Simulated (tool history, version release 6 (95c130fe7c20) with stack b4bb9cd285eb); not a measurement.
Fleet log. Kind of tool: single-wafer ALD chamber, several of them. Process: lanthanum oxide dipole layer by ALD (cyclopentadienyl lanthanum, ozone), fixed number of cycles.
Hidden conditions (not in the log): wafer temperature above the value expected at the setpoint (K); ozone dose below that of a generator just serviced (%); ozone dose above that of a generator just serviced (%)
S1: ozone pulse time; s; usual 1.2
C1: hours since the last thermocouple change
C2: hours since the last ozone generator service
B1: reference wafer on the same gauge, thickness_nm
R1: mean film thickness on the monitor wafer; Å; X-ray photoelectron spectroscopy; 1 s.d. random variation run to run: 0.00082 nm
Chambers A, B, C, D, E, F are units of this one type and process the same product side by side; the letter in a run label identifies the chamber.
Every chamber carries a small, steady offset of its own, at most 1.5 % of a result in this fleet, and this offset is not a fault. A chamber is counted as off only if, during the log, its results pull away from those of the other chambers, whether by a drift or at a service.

Run 1C, day 0.183: usual settings; C1 656.8; C2 260.7; B1 0.60903. Result: R1 5.3148 Å.
Run 2A, day 0.346: usual settings; C1 1700.8; C2 163.8; B1 0.60888. Result: R1 5.2633 Å.
Run 3F, day 0.45: usual settings; C1 1709.7; C2 1143.9; B1 0.60867. Result: R1 5.2147 Å.
Run 4D, day 0.646: usual settings; C1 1130.3; C2 90.7; B1 0.60854. Result: R1 5.2499 Å.
Run 5B, day 0.812: usual settings; C1 678.6; C2 222; B1 0.60854. Result: R1 5.2638 Å.
Run 6E, day 0.917: usual settings; C1 338; C2 1030.4; B1 0.60821. Result: R1 5.2326 Å.
Run 7A, day 1.079: usual settings; C1 1718.4; C2 181.4; B1 0.60838. Result: R1 5.2376 Å.
Run 8E, day 1.233: usual settings; C1 345.6; C2 1038; B1 0.60841. Result: R1 5.245 Å.
Run 9B, day 1.333: usual settings but S1 1.5 s; C1 691.1; C2 234.5; B1 0.60838. Result: R1 5.4825 Å.
Run 10F, day 1.446: usual settings but S1 1.5 s; C1 1733.6; C2 1167.8; B1 0.60822. Result: R1 5.4408 Å.
Run 11D, day 1.621: usual settings but S1 1.5 s; C1 1153.7; C2 114.1; B1 0.60804. Result: R1 5.489 Å.
Run 12C, day 1.788: usual settings but S1 1.5 s; C1 695.3; C2 299.2; B1 0.60797. Result: R1 5.5553 Å.
Run 13E, day 1.888: usual settings but S1 1.5 s; C1 361.3; C2 1053.7; B1 0.60811. Result: R1 5.4601 Å.
Run 14B, day 2.062: usual settings but S1 1.5 s; C1 708.6; C2 252; B1 0.60786. Result: R1 5.4714 Å.
Run 15C, day 2.275: usual settings; C1 707; C2 310.9; B1 0.60766. Result: R1 5.3105 Å.
Run 16D, day 2.421: usual settings; C1 1172.9; C2 133.3; B1 0.60738. Result: R1 5.2534 Å.
Run 17F, day 2.562: usual settings; C1 1760.4; C2 1194.6; B1 0.60736. Result: R1 5.2043 Å.
Run 18A, day 2.712: usual settings; C1 1757.6; C2 220.6; B1 0.60778. Result: R1 5.2313 Å.
Run 19D, day 2.821: usual settings; C1 1182.5; C2 142.9; B1 0.60759. Result: R1 5.2554 Å.
Run 20B, day 3: usual settings; C1 731.1; C2 274.5; B1 0.60724. Result: R1 5.2354 Å.
Run 21E, day 3.129: usual settings; C1 391.1; C2 1083.5; B1 0.60719. Result: R1 5.2197 Å.
Run 22A, day 3.225: usual settings; C1 1769.9; C2 232.9; B1 0.60699. Result: R1 5.2256 Å.
Run 23C, day 3.329: usual settings; C1 732.3; C2 336.2; B1 0.60691. Result: R1 5.3138 Å.
Run 24F, day 3.438: usual settings; C1 1781.4; C2 1215.6; B1 0.60713. Result: R1 5.1934 Å.
Run 25C, day 3.579: usual settings; C1 738.3; C2 342.2; B1 0.607. Result: R1 5.3082 Å.
Run 26F, day 3.783: usual settings; C1 1789.7; C2 1223.9; B1 0.60701. Result: R1 5.1928 Å.
Run 27B, day 3.929: usual settings but S1 0.77 s; C1 753.4; C2 296.8; B1 0.60664. Result: R1 4.5295 Å.
Run 28E, day 4.108: usual settings but S1 0.77 s; C1 414.6; C2 1107; B1 0.60672. Result: R1 4.5398 Å.
Run 29A, day 4.208: usual settings but S1 0.77 s; C1 1793.5; C2 256.5; B1 0.60637. Result: R1 4.4929 Å.
Run 30D, day 4.404: usual settings but S1 0.77 s; C1 1220.5; C2 180.9; B1 0.6065. Result: R1 4.5004 Å.
Run 31D, day 4.596: usual settings but S1 0.77 s; C1 1225.1; C2 185.5; B1 0.60621. Result: R1 4.5046 Å.
Run 32C, day 4.8: usual settings but S1 0.77 s; C1 767.6; C2 371.5; B1 0.60611. Result: R1 4.5744 Å.
Run 33A, day 4.917: usual settings; C1 1810.5; C2 273.5; B1 0.60637. Result: R1 5.2221 Å.
Run 34E, day 5.062: usual settings but S1 0.74 s; C1 437.5; C2 1129.9; B1 0.60605. Result: R1 4.4671 Å.
Run 35B, day 5.258: usual settings but S1 0.74 s; C1 785.3; C2 328.7; B1 0.60596. Result: R1 4.4555 Å.
Run 36F, day 5.396: usual settings but S1 0.74 s; C1 1828.4; C2 1262.6; B1 0.60554. Result: R1 4.4287 Å.
Run 37B, day 5.612: usual settings but S1 0.74 s; C1 793.8; C2 337.2; B1 0.60561. Result: R1 4.4408 Å.
Run 38C, day 5.8: usual settings but S1 0.74 s; C1 791.6; C2 395.5; B1 0.60559. Result: R1 4.4838 Å.
At day 5.888: chamber A: thermocouple changed; heater temperature recalibrated.
Run 39D, day 5.958: usual settings but S1 0.74 s; C1 1257.8; C2 218.2; B1 0.60556. Result: R1 4.4255 Å.
Run 40F, day 6.138: usual settings but S1 1.6 s; C1 1846.2; C2 1280.4; B1 0.60527. Result: R1 5.4787 Å.
Run 41E, day 6.254: usual settings but S1 1.6 s; C1 466.1; C2 1158.5; B1 0.60546. Result: R1 5.4947 Å.
Run 42A, day 6.412: usual settings but S1 1.6 s; C1 12.7; C2 309.4; B1 0.6055. Result: R1 5.504 Å.
Run 43F, day 6.588: usual settings but S1 1.6 s; C1 1857; C2 1291.2; B1 0.60522. Result: R1 5.4775 Å.

All 6 chambers run these settings next. Forecast each chamber's results:
Run 44A, day 6.746: usual settings but S1 0.99 s. Result: R1 ?.
Run 44B, day 6.746: usual settings but S1 0.99 s. Result: R1 ?.
Run 44C, day 6.746: usual settings but S1 0.99 s. Result: R1 ?.
Run 44D, day 6.746: usual settings but S1 0.99 s. Result: R1 ?.
Run 44E, day 6.746: usual settings but S1 0.99 s. Result: R1 ?.
Run 44F, day 6.746: usual settings but S1 0.99 s. Result: R1 ?.

run      R1
44A  4.9349
44B  4.9601
44C  5.0143
44D  4.9447
44E  4.9437
44F  4.9157
